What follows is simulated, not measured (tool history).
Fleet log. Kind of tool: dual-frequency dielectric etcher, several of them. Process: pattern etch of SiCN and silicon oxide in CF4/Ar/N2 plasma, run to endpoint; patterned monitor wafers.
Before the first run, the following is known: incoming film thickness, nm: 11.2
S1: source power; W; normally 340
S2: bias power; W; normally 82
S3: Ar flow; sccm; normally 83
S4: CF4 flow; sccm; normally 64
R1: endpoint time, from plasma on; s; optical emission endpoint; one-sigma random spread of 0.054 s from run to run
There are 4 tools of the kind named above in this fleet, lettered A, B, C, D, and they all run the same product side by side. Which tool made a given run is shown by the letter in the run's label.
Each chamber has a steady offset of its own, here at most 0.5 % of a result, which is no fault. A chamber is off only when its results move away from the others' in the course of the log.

run	hour	S1	S2	S3	S4	R1
1B	3.5	340	82	83	64	15.648
2C	7.5	340	82	83	64	15.802
3D	14	340	82	83	64	15.722
# hour 16.5: chamber A: wet clean of the chamber
4A	20.2	340	82	83	64	15.748
5D	25.1	340	82	83	64	15.861
6A	28.3	340	82	83	64	15.657
7C	32.8	340	82	83	64	15.595
8B	36	340	73	94	64	16.647
9B	39.3	340	73	94	64	16.521
10A	45.2	340	73	94	64	16.566
11D	51.3	340	73	94	64	16.691
12C	56.7	340	82	83	64	15.708
13C	60.5	340	82	83	64	15.673
14A	65	340	82	83	64	15.691
15B	69.3	340	82	83	64	15.555
16D	74.1	370	82	83	59	14.919
17A	78.5	370	82	83	59	14.592
18B	83	370	82	83	59	14.597
19D	87.3	370	82	83	59	14.806
20C	92.8	340	82	83	64	15.739
21A	96.7	340	82	83	64	15.705
22C	101.2	340	82	83	64	15.686
23D	105.3	340	82	83	64	15.766
24B	110.3	310	90	83	64	16.163
25B	113.5	310	90	83	64	16.123
# hour 114: chamber B: bias power generator calibrated
26C	118.1	310	90	83	64	16.475
27A	124.5	310	90	83	64	16.351
28D	129.7	340	82	83	64	15.762
29D	133.9	340	82	83	64	15.771
30B	138.7	340	82	83	64	15.358
31C	144.7	340	98	83	64	14.856
32A	150.4	340	98	83	64	14.77
33D	156.2	340	98	83	64	14.784
34A	161.8	340	98	83	64	14.739
35B	165.4	340	82	83	64	15.303
# hour 167.6: chamber D: wet clean of the chamber
36C	171.6	340	82	83	64	15.73
37A	176.1	340	82	83	64	15.654
38C	182.6	340	82	83	64	15.735
39D	188.1	340	82	83	64	15.818

Next, all 4 chambers run the settings below, one line each with question marks for the results. What does each chamber give?
40A	192.9	340	82	83	64	?
40B	192.9	340	82	83	64	?
40C	192.9	340	82	83	64	?
40D	192.9	340	82	83	64	?

run	R1
40A	15.657
40B	15.223
40C	15.863
40D	15.79
